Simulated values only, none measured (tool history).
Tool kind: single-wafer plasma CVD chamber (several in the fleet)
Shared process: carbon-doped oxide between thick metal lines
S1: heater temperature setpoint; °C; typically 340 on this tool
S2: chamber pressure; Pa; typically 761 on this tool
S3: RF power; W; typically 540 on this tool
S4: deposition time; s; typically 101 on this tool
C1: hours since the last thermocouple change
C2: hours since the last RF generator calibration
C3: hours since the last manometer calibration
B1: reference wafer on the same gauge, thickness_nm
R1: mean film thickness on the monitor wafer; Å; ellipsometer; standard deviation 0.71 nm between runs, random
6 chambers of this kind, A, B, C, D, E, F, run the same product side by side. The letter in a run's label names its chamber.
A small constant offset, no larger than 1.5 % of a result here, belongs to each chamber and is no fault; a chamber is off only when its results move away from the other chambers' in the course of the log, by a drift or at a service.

run 1B day=0.308 | S1=340 S2=761 S3=540 S4=101 | C1=1261.7 C2=783.7 C3=1040.3 | B1=579.97 | R1=5588.1
run 2F day=0.617 | S1=340 S2=761 S3=540 S4=101 | C1=374.8 C2=1259.5 C3=990.8 | B1=579.79 | R1=5571.3
run 3C day=1.104 | S1=340 S2=761 S3=540 S4=101 | C1=2057.5 C2=1924.5 C3=343.1 | B1=579.91 | R1=5605.3
run 4D day=1.558 | S1=340 S2=761 S3=540 S4=101 | C1=315.5 C2=172.4 C3=164.8 | B1=579.77 | R1=5522.2
run 5A day=2.038 | S1=340 S2=761 S3=540 S4=101 | C1=455.5 C2=1145.0 C3=647.8 | B1=579.46 | R1=5640.9
run 6E day=2.258 | S1=340 S2=761 S3=540 S4=101 | C1=262.6 C2=951.0 C3=648.6 | B1=579.47 | R1=5590.2
run 7D day=2.529 | S1=340 S2=761 S3=540 S4=118 | C1=338.8 C2=195.7 C3=188.1 | B1=579.52 | R1=6449.8
run 8E day=2.921 | S1=340 S2=761 S3=540 S4=118 | C1=278.5 C2=966.9 C3=664.5 | B1=579.39 | R1=6511.2
run 9B day=3.242 | S1=340 S2=761 S3=540 S4=118 | C1=1332.1 C2=854.1 C3=1110.7 | B1=579.15 | R1=6522.2
run 10A day=3.662 | S1=340 S2=761 S3=540 S4=118 | C1=494.5 C2=1184.0 C3=686.8 | B1=579.05 | R1=6578.3
run 11F day=3.925 | S1=340 S2=761 S3=540 S4=118 | C1=454.2 C2=1338.9 C3=1070.2 | B1=579.00 | R1=6501.4
run 12C day=4.400 | S1=340 S2=761 S3=540 S4=118 | C1=2136.6 C2=2003.6 C3=422.2 | B1=579.06 | R1=6540.8
run 13C day=4.842 | S1=340 S2=761 S3=540 S4=101 | C1=2147.2 C2=2014.2 C3=432.8 | B1=579.02 | R1=5595.2
run 14A day=5.296 | S1=348 S2=928 S3=540 S4=101 | C1=533.7 C2=1223.2 C3=726.0 | B1=579.05 | R1=5624.0
run 15B day=5.779 | S1=348 S2=928 S3=540 S4=101 | C1=1393.0 C2=915.0 C3=1171.6 | B1=578.56 | R1=5582.7
run 16E day=6.154 | S1=348 S2=928 S3=540 S4=101 | C1=356.1 C2=1044.5 C3=742.1 | B1=578.67 | R1=5559.0
run 17D day=6.383 | S1=348 S2=928 S3=540 S4=101 | C1=431.3 C2=288.2 C3=280.6 | B1=578.49 | R1=5510.9
run 18F day=6.842 | S1=348 S2=928 S3=540 S4=101 | C1=524.2 C2=1408.9 C3=1140.2 | B1=578.47 | R1=5555.9
run 19F day=7.204 | S1=348 S2=928 S3=540 S4=101 | C1=532.9 C2=1417.6 C3=1148.9 | B1=578.54 | R1=5562.6
-- day=7.371 chamber A: RF generator calibrated
run 20C day=7.654 | S1=340 S2=761 S3=540 S4=101 | C1=2214.7 C2=2081.7 C3=500.3 | B1=578.37 | R1=5594.5
run 21B day=7.871 | S1=340 S2=761 S3=540 S4=101 | C1=1443.2 C2=965.2 C3=1221.8 | B1=578.23 | R1=5578.2
run 22E day=8.304 | S1=340 S2=761 S3=540 S4=101 | C1=407.7 C2=1096.1 C3=793.7 | B1=578.27 | R1=5579.0
run 23A day=8.625 | S1=340 S2=761 S3=540 S4=101 | C1=613.6 C2=30.2 C3=805.9 | B1=578.11 | R1=5614.4
run 24D day=8.979 | S1=340 S2=761 S3=540 S4=101 | C1=493.6 C2=350.5 C3=342.9 | B1=578.03 | R1=5506.3
run 25C day=9.400 | S1=340 S2=761 S3=540 S4=101 | C1=2256.6 C2=2123.6 C3=542.2 | B1=577.96 | R1=5594.5
run 26A day=9.629 | S1=340 S2=761 S3=620 S4=101 | C1=637.7 C2=54.3 C3=830.0 | B1=578.03 | R1=6108.9
run 27E day=10.083 | S1=340 S2=761 S3=620 S4=101 | C1=450.4 C2=1138.8 C3=836.4 | B1=577.78 | R1=6044.9
-- day=10.308 chamber B: RF generator calibrated
run 28D day=10.321 | S1=340 S2=761 S3=620 S4=101 | C1=525.8 C2=382.7 C3=375.1 | B1=577.79 | R1=5958.7
run 29F day=10.533 | S1=340 S2=761 S3=620 S4=101 | C1=612.8 C2=1497.5 C3=1228.8 | B1=577.68 | R1=6020.3
run 30B day=10.758 | S1=340 S2=761 S3=620 S4=101 | C1=1512.5 C2=10.9 C3=1291.1 | B1=577.71 | R1=6051.7
run 31B day=11.025 | S1=340 S2=761 S3=620 S4=101 | C1=1518.9 C2=17.3 C3=1297.5 | B1=577.45 | R1=6052.1
run 32A day=11.396 | S1=340 S2=761 S3=540 S4=101 | C1=680.1 C2=96.7 C3=872.4 | B1=577.55 | R1=5615.7
run 33F day=11.817 | S1=340 S2=761 S3=540 S4=101 | C1=643.6 C2=1528.3 C3=1259.6 | B1=577.51 | R1=5551.7
run 34C day=12.083 | S1=340 S2=761 S3=540 S4=101 | C1=2321.0 C2=2188.0 C3=606.6 | B1=577.28 | R1=5577.4
run 35E day=12.475 | S1=340 S2=761 S3=540 S4=101 | C1=507.8 C2=1196.2 C3=893.8 | B1=577.28 | R1=5560.2
run 36D day=12.742 | S1=340 S2=761 S3=540 S4=101 | C1=583.9 C2=440.8 C3=433.2 | B1=577.27 | R1=5498.6
run 37E day=13.212 | S1=340 S2=761 S3=540 S4=101 | C1=525.5 C2=1213.9 C3=911.5 | B1=577.18 | R1=5573.7
run 38F day=13.492 | S1=340 S2=761 S3=540 S4=101 | C1=683.8 C2=1568.5 C3=1299.8 | B1=576.85 | R1=5561.8
run 39A day=13.783 | S1=340 S2=761 S3=540 S4=91 | C1=737.4 C2=154.0 C3=929.7 | B1=577.01 | R1=5057.3

Which is it: a chamber that has drifted or been left off by a service, a gauge drift common to all chambers, or only each chamber's usual small offset? If a chamber is off, name it and its likeliest cause.

Gauge drift. The chambers move together only on paper, and none stands off.
Cause: gauge reads low (%) = 0.522.

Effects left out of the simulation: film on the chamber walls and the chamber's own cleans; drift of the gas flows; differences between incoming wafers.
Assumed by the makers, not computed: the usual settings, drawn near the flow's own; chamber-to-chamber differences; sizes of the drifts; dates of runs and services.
